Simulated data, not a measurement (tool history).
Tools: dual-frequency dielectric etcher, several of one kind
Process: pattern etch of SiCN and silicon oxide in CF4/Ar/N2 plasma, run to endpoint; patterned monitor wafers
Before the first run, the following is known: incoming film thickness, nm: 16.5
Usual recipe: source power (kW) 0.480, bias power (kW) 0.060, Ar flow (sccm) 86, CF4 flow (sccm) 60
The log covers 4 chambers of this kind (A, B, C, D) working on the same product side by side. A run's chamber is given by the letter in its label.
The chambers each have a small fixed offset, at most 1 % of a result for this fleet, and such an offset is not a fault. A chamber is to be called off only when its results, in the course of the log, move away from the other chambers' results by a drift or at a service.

{"run": "1C", "hour": 9.3, "source power (kW)": 0.48, "bias power (kW)": 0.06, "Ar flow (sccm)": 86, "CF4 flow (sccm)": 60, "endpoint time (s)": 19.111}
{"hour": 10.2, "done": "chamber A: source power generator calibrated"}
{"run": "2A", "hour": 15.4, "source power (kW)": 0.48, "bias power (kW)": 0.06, "Ar flow (sccm)": 86, "CF4 flow (sccm)": 60, "endpoint time (s)": 19.48}
{"run": "3D", "hour": 25.9, "source power (kW)": 0.48, "bias power (kW)": 0.06, "Ar flow (sccm)": 86, "CF4 flow (sccm)": 60, "endpoint time (s)": 18.909}
{"hour": 35.3, "done": "chamber B: wet clean of the chamber"}
{"run": "4B", "hour": 37.4, "source power (kW)": 0.48, "bias power (kW)": 0.06, "Ar flow (sccm)": 86, "CF4 flow (sccm)": 60, "endpoint time (s)": 19.237}
{"run": "5A", "hour": 47.6, "source power (kW)": 0.48, "bias power (kW)": 0.06, "Ar flow (sccm)": 79, "CF4 flow (sccm)": 60, "endpoint time (s)": 19.273}
{"run": "6B", "hour": 53.8, "source power (kW)": 0.48, "bias power (kW)": 0.06, "Ar flow (sccm)": 79, "CF4 flow (sccm)": 60, "endpoint time (s)": 18.853}
{"run": "7D", "hour": 65.1, "source power (kW)": 0.48, "bias power (kW)": 0.06, "Ar flow (sccm)": 79, "CF4 flow (sccm)": 60, "endpoint time (s)": 18.745}
{"run": "8C", "hour": 71.7, "source power (kW)": 0.48, "bias power (kW)": 0.06, "Ar flow (sccm)": 79, "CF4 flow (sccm)": 60, "endpoint time (s)": 19.066}
{"run": "9D", "hour": 79.2, "source power (kW)": 0.48, "bias power (kW)": 0.06, "Ar flow (sccm)": 86, "CF4 flow (sccm)": 60, "endpoint time (s)": 18.935}
{"run": "10A", "hour": 91.8, "source power (kW)": 0.48, "bias power (kW)": 0.06, "Ar flow (sccm)": 86, "CF4 flow (sccm)": 60, "endpoint time (s)": 19.267}
{"run": "11C", "hour": 104.4, "source power (kW)": 0.48, "bias power (kW)": 0.06, "Ar flow (sccm)": 86, "CF4 flow (sccm)": 60, "endpoint time (s)": 19.282}
{"run": "12B", "hour": 114.3, "source power (kW)": 0.48, "bias power (kW)": 0.06, "Ar flow (sccm)": 86, "CF4 flow (sccm)": 60, "endpoint time (s)": 19.226}
{"run": "13C", "hour": 122.0, "source power (kW)": 0.48, "bias power (kW)": 0.06, "Ar flow (sccm)": 86, "CF4 flow (sccm)": 60, "endpoint time (s)": 19.144}
{"run": "14A", "hour": 128.2, "source power (kW)": 0.48, "bias power (kW)": 0.06, "Ar flow (sccm)": 86, "CF4 flow (sccm)": 60, "endpoint time (s)": 19.328}
{"run": "15D", "hour": 135.3, "source power (kW)": 0.48, "bias power (kW)": 0.06, "Ar flow (sccm)": 86, "CF4 flow (sccm)": 60, "endpoint time (s)": 19.142}
{"run": "16B", "hour": 147.3, "source power (kW)": 0.48, "bias power (kW)": 0.06, "Ar flow (sccm)": 86, "CF4 flow (sccm)": 60, "endpoint time (s)": 19.247}
{"run": "17B", "hour": 153.8, "source power (kW)": 0.48, "bias power (kW)": 0.06, "Ar flow (sccm)": 86, "CF4 flow (sccm)": 60, "endpoint time (s)": 19.222}
{"run": "18A", "hour": 162.1, "source power (kW)": 0.48, "bias power (kW)": 0.06, "Ar flow (sccm)": 86, "CF4 flow (sccm)": 60, "endpoint time (s)": 19.149}
{"run": "19C", "hour": 169.9, "source power (kW)": 0.48, "bias power (kW)": 0.06, "Ar flow (sccm)": 86, "CF4 flow (sccm)": 60, "endpoint time (s)": 19.22}
{"run": "20D", "hour": 180.5, "source power (kW)": 0.48, "bias power (kW)": 0.06, "Ar flow (sccm)": 86, "CF4 flow (sccm)": 60, "endpoint time (s)": 19.047}
{"run": "21A", "hour": 186.7, "source power (kW)": 0.48, "bias power (kW)": 0.06, "Ar flow (sccm)": 86, "CF4 flow (sccm)": 60, "endpoint time (s)": 19.0}
{"hour": 199.0, "done": "chamber A: bias power generator calibrated"}
{"run": "22D", "hour": 199.5, "source power (kW)": 0.48, "bias power (kW)": 0.06, "Ar flow (sccm)": 86, "CF4 flow (sccm)": 60, "endpoint time (s)": 19.197}
{"run": "23B", "hour": 209.4, "source power (kW)": 0.48, "bias power (kW)": 0.06, "Ar flow (sccm)": 86, "CF4 flow (sccm)": 60, "endpoint time (s)": 19.07}
{"run": "24C", "hour": 221.8, "source power (kW)": 0.48, "bias power (kW)": 0.06, "Ar flow (sccm)": 86, "CF4 flow (sccm)": 60, "endpoint time (s)": 19.198}
{"run": "25C", "hour": 231.8, "source power (kW)": 0.48, "bias power (kW)": 0.06, "Ar flow (sccm)": 86, "CF4 flow (sccm)": 60, "endpoint time (s)": 19.193}
{"run": "26A", "hour": 243.3, "source power (kW)": 0.48, "bias power (kW)": 0.06, "Ar flow (sccm)": 86, "CF4 flow (sccm)": 60, "endpoint time (s)": 18.88}
{"run": "27B", "hour": 254.7, "source power (kW)": 0.48, "bias power (kW)": 0.06, "Ar flow (sccm)": 86, "CF4 flow (sccm)": 60, "endpoint time (s)": 19.148}
{"run": "28D", "hour": 261.3, "source power (kW)": 0.48, "bias power (kW)": 0.06, "Ar flow (sccm)": 86, "CF4 flow (sccm)": 60, "endpoint time (s)": 19.046}
{"run": "29D", "hour": 268.2, "source power (kW)": 0.48, "bias power (kW)": 0.06, "Ar flow (sccm)": 86, "CF4 flow (sccm)": 60, "endpoint time (s)": 19.125}
{"run": "30B", "hour": 278.7, "source power (kW)": 0.48, "bias power (kW)": 0.06, "Ar flow (sccm)": 86, "CF4 flow (sccm)": 60, "endpoint time (s)": 19.222}
{"hour": 286.1, "done": "chamber D: wet clean of the chamber"}
{"run": "31A", "hour": 286.4, "source power (kW)": 0.48, "bias power (kW)": 0.06, "Ar flow (sccm)": 86, "CF4 flow (sccm)": 60, "endpoint time (s)": 18.733}
{"run": "32C", "hour": 298.2, "source power (kW)": 0.48, "bias power (kW)": 0.06, "Ar flow (sccm)": 86, "CF4 flow (sccm)": 60, "endpoint time (s)": 19.166}
{"run": "33D", "hour": 307.7, "source power (kW)": 0.39, "bias power (kW)": 0.06, "Ar flow (sccm)": 86, "CF4 flow (sccm)": 69, "endpoint time (s)": 22.467}
{"run": "34C", "hour": 317.4, "source power (kW)": 0.39, "bias power (kW)": 0.06, "Ar flow (sccm)": 86, "CF4 flow (sccm)": 69, "endpoint time (s)": 22.632}
{"run": "35B", "hour": 329.5, "source power (kW)": 0.39, "bias power (kW)": 0.06, "Ar flow (sccm)": 86, "CF4 flow (sccm)": 69, "endpoint time (s)": 22.478}
{"run": "36A", "hour": 337.8, "source power (kW)": 0.39, "bias power (kW)": 0.06, "Ar flow (sccm)": 86, "CF4 flow (sccm)": 69, "endpoint time (s)": 21.759}
{"run": "37D", "hour": 349.8, "source power (kW)": 0.48, "bias power (kW)": 0.06, "Ar flow (sccm)": 86, "CF4 flow (sccm)": 60, "endpoint time (s)": 19.079}
{"hour": 354.9, "done": "chamber C: wet clean of the chamber"}
{"run": "38A", "hour": 358.6, "source power (kW)": 0.48, "bias power (kW)": 0.06, "Ar flow (sccm)": 86, "CF4 flow (sccm)": 60, "endpoint time (s)": 18.701}
{"run": "39B", "hour": 365.8, "source power (kW)": 0.48, "bias power (kW)": 0.06, "Ar flow (sccm)": 86, "CF4 flow (sccm)": 60, "endpoint time (s)": 19.147}
{"run": "40C", "hour": 374.0, "source power (kW)": 0.48, "bias power (kW)": 0.051, "Ar flow (sccm)": 86, "CF4 flow (sccm)": 49, "endpoint time (s)": 20.938}
{"run": "41A", "hour": 383.7, "source power (kW)": 0.48, "bias power (kW)": 0.051, "Ar flow (sccm)": 86, "CF4 flow (sccm)": 49, "endpoint time (s)": 20.068}
{"run": "42B", "hour": 389.3, "source power (kW)": 0.48, "bias power (kW)": 0.051, "Ar flow (sccm)": 86, "CF4 flow (sccm)": 49, "endpoint time (s)": 20.957}
{"run": "43C", "hour": 399.2, "source power (kW)": 0.48, "bias power (kW)": 0.051, "Ar flow (sccm)": 86, "CF4 flow (sccm)": 49, "endpoint time (s)": 20.94}
{"run": "44D", "hour": 407.8, "source power (kW)": 0.48, "bias power (kW)": 0.06, "Ar flow (sccm)": 86, "CF4 flow (sccm)": 60, "endpoint time (s)": 19.005}

Is one chamber off against the others, does the gauge drift, or is nothing wrong? If a chamber is off, say which, and what the likeliest cause is.

Little by little, chamber A moves away from the other chambers.
What lies behind it: etch rate over this chamber's usual, % = 5.39.
From this log alone, it may not be told apart from: source power that arrives over what is set, %.

Chamber A could run next with any of the 4 candidate recipes listed below; each alters the usual settings, and their results appear as question marks. Which one brings its results back in line with what the other chambers deliver on the usual settings?
In line here means within this much of the mean the other chambers give on the usual settings: endpoint time (s) 0.260
{"run": "45A-1", "hour": 417.1, "source power (kW)": 0.48, "bias power (kW)": 0.06, "Ar flow (sccm)": 93, "CF4 flow (sccm)": 60, "endpoint time (s)": "?"}
{"run": "45A-2", "hour": 417.1, "source power (kW)": 0.48, "bias power (kW)": 0.06, "Ar flow (sccm)": 66, "CF4 flow (sccm)": 60, "endpoint time (s)": "?"}
{"run": "45A-3", "hour": 417.1, "source power (kW)": 0.48, "bias power (kW)": 0.054, "Ar flow (sccm)": 86, "CF4 flow (sccm)": 57, "endpoint time (s)": "?"}
{"run": "45A-4", "hour": 417.1, "source power (kW)": 0.48, "bias power (kW)": 0.06, "Ar flow (sccm)": 83, "CF4 flow (sccm)": 62, "endpoint time (s)": "?"}

The other chambers' mean on the usual settings: endpoint time (s) 19.137
run=45A-1 endpoint_time_(s)=18.623
run=45A-2 endpoint_time_(s)=17.662
run=45A-3 endpoint_time_(s)=19.178
run=45A-4 endpoint_time_(s)=18.194
It is 45A-3 that realigns the chamber with its peers.

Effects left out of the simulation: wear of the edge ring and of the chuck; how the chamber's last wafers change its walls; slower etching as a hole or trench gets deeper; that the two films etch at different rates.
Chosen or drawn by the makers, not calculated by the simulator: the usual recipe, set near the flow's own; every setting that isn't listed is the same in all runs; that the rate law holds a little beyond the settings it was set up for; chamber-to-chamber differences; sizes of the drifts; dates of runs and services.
